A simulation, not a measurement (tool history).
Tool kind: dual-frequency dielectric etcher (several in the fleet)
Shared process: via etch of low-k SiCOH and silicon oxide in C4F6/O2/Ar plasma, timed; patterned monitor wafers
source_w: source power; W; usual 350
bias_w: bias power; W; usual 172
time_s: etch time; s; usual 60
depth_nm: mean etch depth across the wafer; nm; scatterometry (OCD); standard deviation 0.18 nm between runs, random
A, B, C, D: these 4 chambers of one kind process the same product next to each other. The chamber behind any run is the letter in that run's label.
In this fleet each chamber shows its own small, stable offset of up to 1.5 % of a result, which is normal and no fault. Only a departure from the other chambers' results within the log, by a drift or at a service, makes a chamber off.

run	day	source_w	bias_w	time_s	hours since the last wet clean	hours since the last source power generator calibration	hours since the last bias power generator calibration	read-back reference wafer on the same gauge, depth_nm	depth_nm
1B	0.325	350	172	60	581.3	138.5	323.2	173.03	156.36
2A	0.721	350	172	60	204.7	708.6	2041	172.98	156.84
3C	1.129	350	172	60	488.9	4437.9	2333.7	173.07	155.69
4D	1.417	350	172	60	131.2	2303.9	2931.2	173.16	155.46
5A	1.729	350	172	60	228.9	732.8	2065.2	173.07	157.24
# day 1.758: chamber B: wet clean of the chamber
6D	2.033	300	211	60	146	2318.7	2946	173.23	157.17
7C	2.242	300	211	60	515.6	4464.6	2360.4	173.15	156.98
8B	2.621	300	211	60	20.7	193.6	378.3	173.24	158.52
9B	2.829	300	211	60	25.7	198.6	383.3	173.19	158.12
10D	3.175	350	172	60	173.4	2346.1	2973.4	173.24	156.05
11C	3.404	350	172	60	543.5	4492.5	2388.3	173.25	156.04
12A	3.738	350	172	44.5	277.1	781	2113.4	173.3	116.98
13A	4.129	350	172	44.5	286.5	790.4	2122.8	173.4	117.02
14B	4.429	350	172	44.5	64.1	237	421.7	173.38	116.34
# day 4.65: chamber C: wet clean of the chamber
15D	4.729	350	172	44.5	210.7	2383.4	3010.7	173.38	115.84
16C	5.029	350	172	60	9.2	4531.5	2427.3	173.44	155.85
17B	5.321	350	172	60	85.5	258.4	443.1	173.46	157.14
# day 5.638: chamber C: source power generator calibrated
18A	5.688	350	172	60	323.9	827.8	2160.2	173.46	157.63
19C	6.008	350	172	60	32.7	9	2450.8	173.47	156.04
20D	6.304	350	172	60	248.5	2421.2	3048.5	173.56	156.33
21A	6.512	350	172	60	343.7	847.6	2180	173.52	157.82
22C	6.862	350	172	60	53.2	29.5	2471.3	173.58	156.12
23B	7.171	350	172	60	129.9	302.8	487.5	173.59	157.4
# day 7.188: chamber A: wet clean of the chamber
24D	7.362	350	172	60	273.9	2446.6	3073.9	173.59	156.56
25B	7.738	350	172	60	143.5	316.4	501.1	173.62	157.13
26C	7.967	420	194	60	79.7	56	2497.8	173.69	174.1
27D	8.288	420	194	60	296.1	2468.8	3096.1	173.74	174.16
28A	8.55	420	194	60	32.7	896.5	2228.9	173.75	175.99
29B	8.788	420	194	60	168.7	341.6	526.3	173.77	175.23
30C	8.996	350	172	60	104.4	80.7	2522.5	173.81	156.32
31D	9.246	350	172	60	319.1	2491.8	3119.1	173.81	156.4

For the next run the whole fleet of 4 chambers uses the same settings. Give each chamber's results:
32A	9.546	350	196	60					?
32B	9.546	350	196	60					?
32C	9.546	350	196	60					?
32D	9.546	350	196	60					?

run	depth_nm
32A	164.83
32B	164
32C	162.94
32D	162.91
